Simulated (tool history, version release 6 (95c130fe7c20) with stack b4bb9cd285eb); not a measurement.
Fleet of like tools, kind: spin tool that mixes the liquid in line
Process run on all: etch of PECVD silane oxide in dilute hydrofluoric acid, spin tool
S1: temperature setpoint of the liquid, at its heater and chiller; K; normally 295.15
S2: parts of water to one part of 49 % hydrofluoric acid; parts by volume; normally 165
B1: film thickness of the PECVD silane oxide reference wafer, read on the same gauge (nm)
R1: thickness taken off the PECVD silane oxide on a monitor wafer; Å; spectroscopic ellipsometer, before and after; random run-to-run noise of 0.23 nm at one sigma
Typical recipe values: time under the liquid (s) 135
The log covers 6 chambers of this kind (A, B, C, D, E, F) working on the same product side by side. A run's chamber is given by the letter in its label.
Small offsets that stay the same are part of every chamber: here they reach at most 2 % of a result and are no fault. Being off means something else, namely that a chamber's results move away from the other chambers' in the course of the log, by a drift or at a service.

run 1B day=0.35 | S1=295.15 S2=165 time_under_the_liquid_(s)=135 | B1=90.015 | R1=309.28
run 2E day=0.783 | S1=295.15 S2=165 time_under_the_liquid_(s)=135 | B1=89.991 | R1=310.24
run 3D day=1.154 | S1=295.15 S2=165 time_under_the_liquid_(s)=135 | B1=90.005 | R1=305.89
run 4C day=1.521 | S1=295.15 S2=165 time_under_the_liquid_(s)=135 | B1=90.016 | R1=307.5
run 5A day=1.779 | S1=295.15 S2=165 time_under_the_liquid_(s)=135 | B1=89.958 | R1=305
run 6F day=2.038 | S1=295.15 S2=165 time_under_the_liquid_(s)=65 | B1=90.039 | R1=147.27
run 7C day=2.442 | S1=295.15 S2=165 time_under_the_liquid_(s)=65 | B1=89.988 | R1=147.65
run 8F day=2.9 | S1=295.15 S2=165 time_under_the_liquid_(s)=65 | B1=90.002 | R1=148.4
run 9E day=3.317 | S1=295.15 S2=165 time_under_the_liquid_(s)=65 | B1=89.973 | R1=151.07
run 10A day=3.625 | S1=295.15 S2=165 time_under_the_liquid_(s)=65 | B1=89.971 | R1=146.74
-- day=3.817 chamber F: hydrofluoric acid flow meter replaced
run 11B day=4.046 | S1=295.15 S2=165 time_under_the_liquid_(s)=65 | B1=89.986 | R1=148.39
run 12D day=4.288 | S1=295.15 S2=165 time_under_the_liquid_(s)=135 | B1=89.978 | R1=307.94
run 13D day=4.704 | S1=295.15 S2=165 time_under_the_liquid_(s)=135 | B1=90.015 | R1=303.98
run 14A day=5.033 | S1=295.15 S2=90 time_under_the_liquid_(s)=135 | B1=90.018 | R1=605.89
run 15F day=5.358 | S1=295.15 S2=90 time_under_the_liquid_(s)=135 | B1=89.998 | R1=604
run 16B day=5.788 | S1=295.15 S2=90 time_under_the_liquid_(s)=135 | B1=89.97 | R1=610.69
run 17E day=6.208 | S1=295.15 S2=90 time_under_the_liquid_(s)=135 | B1=89.999 | R1=618.23
run 18C day=6.617 | S1=295.15 S2=90 time_under_the_liquid_(s)=135 | B1=89.981 | R1=611.22
run 19A day=6.888 | S1=295.15 S2=90 time_under_the_liquid_(s)=135 | B1=90.02 | R1=606.55
run 20E day=7.388 | S1=295.15 S2=165 time_under_the_liquid_(s)=135 | B1=90.026 | R1=318.29
run 21B day=7.896 | S1=291.15 S2=240 time_under_the_liquid_(s)=135 | B1=89.983 | R1=169.28
run 22D day=8.125 | S1=291.15 S2=240 time_under_the_liquid_(s)=135 | B1=89.983 | R1=167.71
run 23F day=8.546 | S1=291.15 S2=240 time_under_the_liquid_(s)=135 | B1=89.986 | R1=165.97
run 24C day=8.975 | S1=291.15 S2=240 time_under_the_liquid_(s)=135 | B1=90.014 | R1=170.21
run 25B day=9.371 | S1=291.15 S2=240 time_under_the_liquid_(s)=135 | B1=90 | R1=168.84
run 26E day=9.796 | S1=291.15 S2=240 time_under_the_liquid_(s)=135 | B1=89.991 | R1=179.61
run 27D day=10.046 | S1=295.15 S2=165 time_under_the_liquid_(s)=135 | B1=89.99 | R1=306.82
run 28C day=10.471 | S1=295.15 S2=165 time_under_the_liquid_(s)=135 | B1=89.947 | R1=305.74
run 29F day=10.9 | S1=295.15 S2=165 time_under_the_liquid_(s)=135 | B1=89.983 | R1=307.81
run 30A day=11.254 | S1=295.15 S2=165 time_under_the_liquid_(s)=135 | B1=89.996 | R1=304.98
-- day=11.546 chamber F: thermometer replaced
run 31C day=11.646 | S1=295.15 S2=210 time_under_the_liquid_(s)=100 | B1=89.992 | R1=170.03
run 32E day=12.104 | S1=295.15 S2=210 time_under_the_liquid_(s)=100 | B1=90.03 | R1=182.78
run 33B day=12.525 | S1=295.15 S2=210 time_under_the_liquid_(s)=100 | B1=89.981 | R1=170.82
run 34D day=12.829 | S1=295.15 S2=210 time_under_the_liquid_(s)=100 | B1=89.994 | R1=170.31
run 35A day=13.275 | S1=295.15 S2=210 time_under_the_liquid_(s)=100 | B1=89.995 | R1=169.27
run 36F day=13.512 | S1=295.15 S2=210 time_under_the_liquid_(s)=100 | B1=90.014 | R1=170.78
run 37C day=13.833 | S1=295.15 S2=165 time_under_the_liquid_(s)=135 | B1=90.023 | R1=308.02
run 38B day=14.067 | S1=295.15 S2=165 time_under_the_liquid_(s)=135 | B1=89.962 | R1=306.99

All chambers now run identical settings, listed one chamber a line with results as question marks. What results will each chamber show?
run 39A day=14.442 | S1=295.15 S2=165 time_under_the_liquid_(s)=135 | R1=?
run 39B day=14.442 | S1=295.15 S2=165 time_under_the_liquid_(s)=135 | R1=?
run 39C day=14.442 | S1=295.15 S2=165 time_under_the_liquid_(s)=135 | R1=?
run 39D day=14.442 | S1=295.15 S2=165 time_under_the_liquid_(s)=135 | R1=?
run 39E day=14.442 | S1=295.15 S2=165 time_under_the_liquid_(s)=135 | R1=?
run 39F day=14.442 | S1=295.15 S2=165 time_under_the_liquid_(s)=135 | R1=?

run=39A R1=307.68
run=39B R1=308.8
run=39C R1=308.12
run=39D R1=305.19
run=39E R1=331.44
run=39F R1=302.48
